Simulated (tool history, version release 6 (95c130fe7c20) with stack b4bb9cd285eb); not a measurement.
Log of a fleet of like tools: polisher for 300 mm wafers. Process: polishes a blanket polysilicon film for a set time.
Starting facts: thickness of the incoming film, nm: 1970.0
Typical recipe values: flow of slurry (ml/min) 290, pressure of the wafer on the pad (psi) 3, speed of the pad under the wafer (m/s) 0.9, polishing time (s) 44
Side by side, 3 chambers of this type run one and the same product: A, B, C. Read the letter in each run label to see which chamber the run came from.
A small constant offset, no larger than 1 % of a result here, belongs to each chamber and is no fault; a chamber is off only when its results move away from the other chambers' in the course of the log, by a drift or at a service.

run	hour	flow of slurry (ml/min)	pressure of the wafer on the pad (psi)	speed of the pad under the wafer (m/s)	polishing time (s)	film removed (Å)
1A	5.1	290	3	0.9	44	2962.8
# hour 8: chamber A: slurry nozzle cleaned
2C	10.1	290	3	0.9	44	3025.6
3B	14.3	290	3	0.9	44	2994.8
4B	20.7	290	3	0.9	44	2974
5A	24.5	290	3	0.9	44	3063.6
6C	28.3	290	3	0.9	44	3016.4
7A	35.1	290	3	0.9	44	3010
8B	40.1	290	3	0.9	44	3049.9
# hour 43.1: chamber B: slurry nozzle cleaned
9C	46.6	290	3	0.9	44	3019.9
10A	51.7	290	3	0.66	44	2195.2
11C	54.9	290	3	0.66	44	2188.1
12B	58.7	290	3	0.66	44	2237.2
13A	64.6	290	3	0.9	44	3068
# hour 68.3: chamber B: worn pad replaced by a new one
14C	68.5	290	3	0.9	44	2895.4
15B	73	290	3.8	0.9	44	3873
16B	77.2	290	3.8	0.9	44	3782.4
17C	81.7	290	3.8	0.9	44	3635.4
18A	85.6	290	3	0.9	44	2980.2
19B	90.5	290	3	0.9	44	2994.8
20A	96.8	290	3	0.9	44	3010.6
# hour 97.4: chamber A: worn pad replaced by a new one
21C	102.5	290	3	0.9	44	2829.4
22A	108.1	290	3	0.9	44	3019.9
23C	114.4	290	3	0.9	44	2750.4
24B	121.2	290	3	0.9	44	3041.7
25A	124.4	290	3	0.9	44	2944
26C	127.7	290	3	0.9	44	2769.6
27B	131.2	290	3	0.9	44	3057.9
28A	136.5	290	3	0.9	44	3000.3
29B	139.7	290	3	0.9	44	3030.2
30C	145.9	290	3	0.9	44	2728
31C	150.9	290	3	0.9	44	2680.2
32A	156.1	290	3	0.9	44	3006.8

Decide between three cases: one chamber stands off from its peers, the gauge reading all wafers drifts, or nothing is wrong past each chamber's small offset. Where a chamber is off, say which and what most likely put it there.

Little by little, chamber C moves away from the other chambers.
Likeliest cause: removal rate lost through wear of the pad, % = 11.4.
The log may not tell that from: head's pressure below its setpoint, %.

Here are 4 candidates for chamber C's next run, each the usual settings with a change, their results left as question marks. Which one brings its results back in line with what the others give on the usual settings?
In line here means within this much of the mean the other chambers give on the usual settings: film removed (Å) 100
33C-1	161	290	3	1.02	44	?
33C-2	161	290	3.1	0.9	45	?
33C-3	161	290	2.8	0.9	44	?
33C-4	161	290	3	0.9	39	?

On the usual settings, the other chambers give on average: film removed (Å) 3000.8
run	film removed (Å)
33C-1	2997.8
33C-2	2797.7
33C-3	2467
33C-4	2345.3
It is 33C-1 that realigns the chamber with its peers.

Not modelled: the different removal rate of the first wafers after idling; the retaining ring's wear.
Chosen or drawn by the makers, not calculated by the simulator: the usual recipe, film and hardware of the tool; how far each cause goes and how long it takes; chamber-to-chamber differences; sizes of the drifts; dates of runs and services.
